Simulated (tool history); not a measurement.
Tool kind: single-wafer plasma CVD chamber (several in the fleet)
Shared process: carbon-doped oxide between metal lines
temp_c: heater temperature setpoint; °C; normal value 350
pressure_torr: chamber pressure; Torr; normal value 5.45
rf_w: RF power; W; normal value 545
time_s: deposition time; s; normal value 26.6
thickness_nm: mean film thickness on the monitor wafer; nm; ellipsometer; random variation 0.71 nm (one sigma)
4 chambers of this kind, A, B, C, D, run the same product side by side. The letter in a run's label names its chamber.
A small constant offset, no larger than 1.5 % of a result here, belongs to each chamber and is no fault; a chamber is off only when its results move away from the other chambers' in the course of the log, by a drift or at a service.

| run | hour | temp_c | pressure_torr | rf_w | time_s | hours since the last thermocouple change | hours since the last RF generator calibration | hours since the last manometer calibration | read-back reference wafer on the same gauge, thickness_nm | thickness_nm |
|---|---|---|---|---|---|---|---|---|---|---|
| 1D | 3.5 | 350 | 5.45 | 545 | 26.6 | 857.1 | 651.9 | 1639.9 | 149.81 | 145.60 |
| 2C | 10.1 | 350 | 5.45 | 545 | 26.6 | 76.6 | 878.1 | 2042.8 | 149.92 | 145.18 |
| 3A | 16.1 | 350 | 5.45 | 545 | 26.6 | 2397.7 | 1991.1 | 780.5 | 149.85 | 146.88 |
| 4B | 20.7 | 350 | 5.45 | 545 | 26.6 | 968.9 | 2101.9 | 212.6 | 150.02 | 148.41 |
| 5D | 26.9 | 350 | 5.45 | 545 | 26.6 | 880.5 | 675.3 | 1663.3 | 149.84 | 146.31 |
| 6A | 32.9 | 350 | 5.45 | 625 | 26.6 | 2414.5 | 2007.9 | 797.3 | 149.94 | 160.84 |
| 7C | 37.0 | 350 | 5.45 | 625 | 26.6 | 103.5 | 905.0 | 2069.7 | 149.78 | 157.47 |
| 8B | 43.1 | 350 | 5.45 | 625 | 26.6 | 991.3 | 2124.3 | 235.0 | 150.05 | 160.77 |
| 9A | 48.9 | 350 | 5.45 | 625 | 26.6 | 2430.5 | 2023.9 | 813.3 | 150.00 | 159.29 |
| 10B | 53.6 | 350 | 5.45 | 545 | 26.6 | 1001.8 | 2134.8 | 245.5 | 149.74 | 148.00 |
| 11C | 59.4 | 350 | 5.45 | 545 | 26.6 | 125.9 | 927.4 | 2092.1 | 150.17 | 145.95 |
| 12D | 65.6 | 350 | 5.45 | 545 | 26.6 | 919.2 | 714.0 | 1702.0 | 149.87 | 145.80 |
| 13D | 71.0 | 350 | 5.45 | 545 | 26.6 | 924.6 | 719.4 | 1707.4 | 150.12 | 145.78 |
| 14C | 76.8 | 350 | 5.45 | 545 | 26.6 | 143.3 | 944.8 | 2109.5 | 150.17 | 145.13 |
| 15B | 83.6 | 350 | 5.45 | 545 | 26.6 | 1031.8 | 2164.8 | 275.5 | 149.97 | 146.65 |
|  | 85.1 | chamber B: RF generator calibrated |
| 16A | 86.7 | 350 | 5.45 | 545 | 26.6 | 2468.3 | 2061.7 | 851.1 | 150.06 | 146.79 |
| 17D | 90.4 | 350 | 5.45 | 545 | 26.6 | 944.0 | 738.8 | 1726.8 | 149.98 | 144.14 |
| 18A | 97.3 | 350 | 5.45 | 545 | 26.6 | 2478.9 | 2072.3 | 861.7 | 149.99 | 146.93 |
| 19B | 102.9 | 350 | 5.45 | 545 | 26.6 | 1051.1 | 17.8 | 294.8 | 150.04 | 148.88 |
| 20C | 106.4 | 350 | 5.45 | 545 | 26.6 | 172.9 | 974.4 | 2139.1 | 150.02 | 145.29 |
| 21C | 110.3 | 342 | 5.45 | 545 | 23.1 | 176.8 | 978.3 | 2143.0 | 149.92 | 128.66 |
| 22A | 116.0 | 342 | 5.45 | 545 | 23.1 | 2497.6 | 2091.0 | 880.4 | 150.02 | 130.94 |
| 23D | 122.7 | 342 | 5.45 | 545 | 23.1 | 976.3 | 771.1 | 1759.1 | 149.95 | 126.90 |
| 24B | 127.9 | 342 | 5.45 | 545 | 23.1 | 1076.1 | 42.8 | 319.8 | 150.09 | 131.95 |
| 25A | 132.2 | 350 | 6.43 | 480 | 26.6 | 2513.8 | 2107.2 | 896.6 | 150.05 | 138.41 |
| 26C | 135.4 | 350 | 6.43 | 480 | 26.6 | 201.9 | 1003.4 | 2168.1 | 149.92 | 135.20 |
| 27D | 141.5 | 350 | 6.43 | 480 | 26.6 | 995.1 | 789.9 | 1777.9 | 150.02 | 133.25 |

Decide between three cases: one chamber stands off from its peers, the gauge reading all wafers drifts, or nothing is wrong past each chamber's small offset. Where a chamber is off, say which and what most likely put it there.

Chamber D drifts away from the others.
What lies behind it: delivered RF power below the setpoint (%) = 6.92.

Which of the 4 candidates below, each the usual settings with something changed and its results left as question marks, puts chamber D back in line with what the other chambers give on the usual settings?
A result is in line if it is within this distance of the other chambers' mean on the usual settings: thickness_nm 2.50 nm
| 28D-1 | 146.6 | 351 | 5.41 | 535 | 25.8 |  |  |  |  | ? |
| 28D-2 | 146.6 | 350 | 5.46 | 550 | 26.9 |  |  |  |  | ? |
| 28D-3 | 146.6 | 350 | 5.45 | 540 | 26.3 |  |  |  |  | ? |
| 28D-4 | 146.6 | 350 | 5.49 | 555 | 27.5 |  |  |  |  | ? |

What the other chambers average on the usual settings: thickness_nm 146.46 nm
| run | thickness_nm |
|---|---|
| 28D-1 | 133.67 |
| 28D-2 | 142.21 |
| 28D-3 | 137.51 |
| 28D-4 | 146.25 |
The answer is 28D-4, which returns the chamber to within the allowed miss of the others.
